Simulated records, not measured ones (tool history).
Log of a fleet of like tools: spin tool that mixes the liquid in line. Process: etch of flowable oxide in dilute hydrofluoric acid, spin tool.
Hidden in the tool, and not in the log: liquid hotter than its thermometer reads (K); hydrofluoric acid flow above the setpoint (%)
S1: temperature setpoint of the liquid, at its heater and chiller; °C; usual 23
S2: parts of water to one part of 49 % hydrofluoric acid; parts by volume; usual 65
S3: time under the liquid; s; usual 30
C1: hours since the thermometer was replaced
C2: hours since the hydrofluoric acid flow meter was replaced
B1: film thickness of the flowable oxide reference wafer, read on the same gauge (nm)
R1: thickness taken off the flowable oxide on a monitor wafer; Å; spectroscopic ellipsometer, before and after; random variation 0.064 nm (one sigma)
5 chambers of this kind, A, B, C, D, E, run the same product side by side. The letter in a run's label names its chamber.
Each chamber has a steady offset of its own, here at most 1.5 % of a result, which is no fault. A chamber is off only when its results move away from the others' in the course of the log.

run 1C hour=9.8 | S1=23 S2=65 S3=30 | C1=1181.5 C2=132.7 | B1=39.995 | R1=94.857
run 2B hour=18.9 | S1=23 S2=65 S3=30 | C1=1068.1 C2=357.1 | B1=39.984 | R1=94.339
run 3E hour=27.3 | S1=23 S2=65 S3=30 | C1=1225.6 C2=412.9 | B1=40.002 | R1=94.949
run 4A hour=39.4 | S1=23 S2=65 S3=30 | C1=760.1 C2=1273.2 | B1=39.993 | R1=94.904
run 5D hour=47.7 | S1=23 S2=65 S3=30 | C1=2027.8 C2=194.2 | B1=39.994 | R1=93.972
run 6B hour=58.8 | S1=19 S2=65 S3=15 | C1=1108 C2=397 | B1=40.033 | R1=40.524
run 7C hour=71.9 | S1=19 S2=65 S3=15 | C1=1243.6 C2=194.8 | B1=40.016 | R1=40.767
run 8A hour=81.5 | S1=19 S2=65 S3=15 | C1=802.2 C2=1315.3 | B1=40.008 | R1=40.347
run 9D hour=90.1 | S1=19 S2=65 S3=15 | C1=2070.2 C2=236.6 | B1=39.989 | R1=40.49
run 10E hour=100.3 | S1=19 S2=65 S3=15 | C1=1298.6 C2=485.9 | B1=40.022 | R1=40.446
run 11C hour=111.9 | S1=23 S2=65 S3=30 | C1=1283.6 C2=234.8 | B1=39.987 | R1=95.989
-- hour=116.3 chamber A: hydrofluoric acid flow meter replaced
run 12A hour=123.1 | S1=23 S2=65 S3=30 | C1=843.8 C2=6.8 | B1=39.999 | R1=94.397
run 13B hour=130.9 | S1=23 S2=65 S3=30 | C1=1180.1 C2=469.1 | B1=39.987 | R1=95.581
run 14E hour=143.1 | S1=23 S2=65 S3=30 | C1=1341.4 C2=528.7 | B1=40.008 | R1=96.16
run 15D hour=153.8 | S1=23 S2=65 S3=30 | C1=2133.9 C2=300.3 | B1=40.033 | R1=95.382
run 16A hour=160.5 | S1=20 S2=65 S3=15 | C1=881.2 C2=44.2 | B1=40.009 | R1=42.59
run 17D hour=172.1 | S1=20 S2=65 S3=15 | C1=2152.2 C2=318.6 | B1=39.997 | R1=42.62
run 18E hour=181.9 | S1=20 S2=65 S3=15 | C1=1380.2 C2=567.5 | B1=40.029 | R1=42.249
run 19C hour=190.1 | S1=20 S2=65 S3=15 | C1=1361.8 C2=313 | B1=39.972 | R1=42.272
run 20B hour=201.1 | S1=20 S2=65 S3=15 | C1=1250.3 C2=539.3 | B1=40.01 | R1=41.856
run 21B hour=212.1 | S1=23 S2=65 S3=30 | C1=1261.3 C2=550.3 | B1=40.032 | R1=95.295
run 22C hour=220.4 | S1=23 S2=45 S3=20 | C1=1392.1 C2=343.3 | B1=39.964 | R1=94.827
run 23A hour=233.3 | S1=23 S2=45 S3=20 | C1=954 C2=117 | B1=39.99 | R1=93.785
run 24E hour=242.7 | S1=23 S2=45 S3=20 | C1=1441 C2=628.3 | B1=39.988 | R1=94.909
run 25D hour=250.2 | S1=23 S2=45 S3=20 | C1=2230.3 C2=396.7 | B1=40.016 | R1=93.627
-- hour=259.9 chamber D: thermometer replaced
run 26C hour=261.4 | S1=23 S2=45 S3=20 | C1=1433.1 C2=384.3 | B1=39.996 | R1=93.936
run 27A hour=271.5 | S1=23 S2=65 S3=30 | C1=992.2 C2=155.2 | B1=40.003 | R1=95.174
run 28B hour=279.6 | S1=23 S2=65 S3=30 | C1=1328.8 C2=617.8 | B1=39.989 | R1=96.504
run 29D hour=286.6 | S1=23 S2=65 S3=30 | C1=26.7 C2=433.1 | B1=40.012 | R1=94.716
run 30E hour=294.1 | S1=23 S2=65 S3=30 | C1=1492.4 C2=679.7 | B1=39.988 | R1=96.048
run 31D hour=307 | S1=23 S2=65 S3=30 | C1=47.1 C2=453.5 | B1=39.983 | R1=95.197
run 32C hour=318.3 | S1=20.5 S2=65 S3=35 | C1=1490 C2=441.2 | B1=39.976 | R1=100.43
run 33B hour=326.1 | S1=20.5 S2=65 S3=35 | C1=1375.3 C2=664.3 | B1=39.972 | R1=100.99
run 34E hour=337.6 | S1=20.5 S2=65 S3=35 | C1=1535.9 C2=723.2 | B1=39.99 | R1=100.66
run 35A hour=345 | S1=20.5 S2=65 S3=35 | C1=1065.7 C2=228.7 | B1=39.999 | R1=100.07

Next, every chamber runs the same settings. What will each give?
run 36A hour=354.3 | S1=23 S2=65 S3=45 | R1=?
run 36B hour=354.3 | S1=23 S2=65 S3=45 | R1=?
run 36C hour=354.3 | S1=23 S2=65 S3=45 | R1=?
run 36D hour=354.3 | S1=23 S2=65 S3=45 | R1=?
run 36E hour=354.3 | S1=23 S2=65 S3=45 | R1=?

run=36A R1=143.39
run=36B R1=143.95
run=36C R1=143.69
run=36D R1=143.03
run=36E R1=144.51

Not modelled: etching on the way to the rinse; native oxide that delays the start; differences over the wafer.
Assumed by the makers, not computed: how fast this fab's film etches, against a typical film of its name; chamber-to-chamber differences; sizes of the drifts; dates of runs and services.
